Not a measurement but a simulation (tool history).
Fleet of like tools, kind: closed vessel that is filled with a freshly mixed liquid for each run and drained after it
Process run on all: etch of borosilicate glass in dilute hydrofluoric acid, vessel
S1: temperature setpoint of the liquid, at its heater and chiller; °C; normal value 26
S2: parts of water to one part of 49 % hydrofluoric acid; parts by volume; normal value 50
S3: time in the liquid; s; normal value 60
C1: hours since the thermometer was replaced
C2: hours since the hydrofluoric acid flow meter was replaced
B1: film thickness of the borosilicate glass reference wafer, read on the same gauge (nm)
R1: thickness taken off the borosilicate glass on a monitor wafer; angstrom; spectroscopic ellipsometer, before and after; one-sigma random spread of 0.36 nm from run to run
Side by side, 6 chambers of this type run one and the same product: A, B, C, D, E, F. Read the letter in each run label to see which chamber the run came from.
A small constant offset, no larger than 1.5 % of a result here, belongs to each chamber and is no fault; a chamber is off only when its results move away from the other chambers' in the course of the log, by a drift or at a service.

Run 1B, hour 16: usual settings; C1 1237.4; C2 774.4; B1 139.98. Result: R1 438.65 angstrom.
Run 2D, hour 31.4: usual settings; C1 1648.1; C2 451.6; B1 140.03. Result: R1 451.92 angstrom.
Run 3A, hour 45.3: usual settings; C1 166.7; C2 524.3; B1 139.99. Result: R1 459.76 angstrom.
At hour 52.5: chamber A: hydrofluoric acid flow meter replaced.
Run 4E, hour 57: usual settings; C1 1377.9; C2 1974.6; B1 140.03. Result: R1 448.97 angstrom.
Run 5C, hour 72.5: usual settings but S1 22 °C, S3 40 s; C1 789.4; C2 1286.4; B1 140.05. Result: R1 254.03 angstrom.
At hour 82.8: chamber E: thermometer replaced.
Run 6F, hour 86: usual settings but S1 22 °C, S3 40 s; C1 434.2; C2 623.7; B1 140. Result: R1 247.28 angstrom.
At hour 94.7: chamber D: hydrofluoric acid flow meter replaced.
Run 7C, hour 97.9: usual settings but S1 22 °C, S3 40 s; C1 814.8; C2 1311.8; B1 140.01. Result: R1 252.43 angstrom.
Run 8E, hour 111.5: usual settings but S1 22 °C, S3 40 s; C1 28.8; C2 2029.1; B1 140.06. Result: R1 258.28 angstrom.
Run 9F, hour 123.8: usual settings but S1 22 °C, S3 40 s; C1 472; C2 661.5; B1 139.97. Result: R1 248.69 angstrom.
Run 10B, hour 135.7: usual settings but S1 22 °C, S3 40 s; C1 1357.1; C2 894.1; B1 139.99. Result: R1 250.24 angstrom.
Run 11D, hour 147.7: usual settings; C1 1764.4; C2 53; B1 140. Result: R1 442.5 angstrom.
Run 12A, hour 156.9: usual settings; C1 278.3; C2 104.4; B1 139.99. Result: R1 452.58 angstrom.
Run 13C, hour 168.7: usual settings; C1 885.6; C2 1382.6; B1 140.02. Result: R1 449.24 angstrom.
At hour 177.7: chamber C: hydrofluoric acid flow meter replaced.
Run 14E, hour 180.5: usual settings; C1 97.8; C2 2098.1; B1 140.01. Result: R1 447.35 angstrom.
Run 15D, hour 192: usual settings but S1 28 °C; C1 1808.7; C2 97.3; B1 139.99. Result: R1 485.49 angstrom.
Run 16F, hour 206.8: usual settings but S1 28 °C; C1 555; C2 744.5; B1 140.01. Result: R1 475.72 angstrom.
Run 17B, hour 219: usual settings but S1 28 °C; C1 1440.4; C2 977.4; B1 139.99. Result: R1 474.7 angstrom.
Run 18A, hour 228.6: usual settings but S1 28 °C; C1 350; C2 176.1; B1 140.03. Result: R1 490.82 angstrom.
Run 19D, hour 243: usual settings but S1 28 °C; C1 1859.7; C2 148.3; B1 139.99. Result: R1 481.26 angstrom.
Run 20E, hour 251.2: usual settings but S1 28 °C; C1 168.5; C2 2168.8; B1 139.99. Result: R1 487.43 angstrom.
Run 21B, hour 259.2: usual settings; C1 1480.6; C2 1017.6; B1 140.01. Result: R1 444.25 angstrom.
Run 22F, hour 268.4: usual settings; C1 616.6; C2 806.1; B1 139.99. Result: R1 432.97 angstrom.
Run 23C, hour 281: usual settings; C1 997.9; C2 103.4; B1 140. Result: R1 451.71 angstrom.
Run 24A, hour 290.1: usual settings; C1 411.5; C2 237.6; B1 139.98. Result: R1 456.53 angstrom.
Run 25F, hour 303.1: usual settings but S3 40 s; C1 651.3; C2 840.8; B1 139.97. Result: R1 282.03 angstrom.
Run 26E, hour 311.2: usual settings but S3 40 s; C1 228.5; C2 2228.8; B1 140. Result: R1 302.66 angstrom.
Run 27C, hour 323.9: usual settings but S3 40 s; C1 1040.8; C2 146.3; B1 140.02. Result: R1 297.36 angstrom.
Run 28D, hour 336.2: usual settings but S3 40 s; C1 1952.9; C2 241.5; B1 140.02. Result: R1 297.33 angstrom.
Run 29A, hour 350.7: usual settings but S3 40 s; C1 472.1; C2 298.2; B1 140. Result: R1 298.35 angstrom.
At hour 356.3: chamber E: hydrofluoric acid flow meter replaced.
At hour 361.3: chamber D: thermometer replaced.
Run 30B, hour 365.9: usual settings but S3 40 s; C1 1587.3; C2 1124.3; B1 140.04. Result: R1 291.76 angstrom.
Run 31E, hour 373.2: usual settings; C1 290.5; C2 17; B1 140.02. Result: R1 448.07 angstrom.
Run 32C, hour 385.6: usual settings; C1 1102.5; C2 208; B1 140.02. Result: R1 450.47 angstrom.
Run 33F, hour 397.3: usual settings; C1 745.5; C2 935; B1 139.99. Result: R1 420 angstrom.
Run 34B, hour 413.2: usual settings; C1 1634.6; C2 1171.6; B1 139.97. Result: R1 448.21 angstrom.
Run 35D, hour 424.2: usual settings; C1 62.9; C2 329.5; B1 139.99. Result: R1 449.12 angstrom.
At hour 429: chamber A: thermometer replaced.
Run 36A, hour 436.2: usual settings; C1 7.2; C2 383.7; B1 139.99. Result: R1 449.86 angstrom.
Run 37D, hour 449.2: usual settings; C1 87.9; C2 354.5; B1 139.99. Result: R1 446.62 angstrom.

All chambers now run identical settings, listed one chamber a line with results as question marks. What results will each chamber show?
Run 38A, hour 460.8: usual settings. Result: R1 ?.
Run 38B, hour 460.8: usual settings. Result: R1 ?.
Run 38C, hour 460.8: usual settings. Result: R1 ?.
Run 38D, hour 460.8: usual settings. Result: R1 ?.
Run 38E, hour 460.8: usual settings. Result: R1 ?.
Run 38F, hour 460.8: usual settings. Result: R1 ?.

run      R1
38A   459.9
38B  443.86
38C  445.34
38D  448.58
38E  450.45
38F  419.79
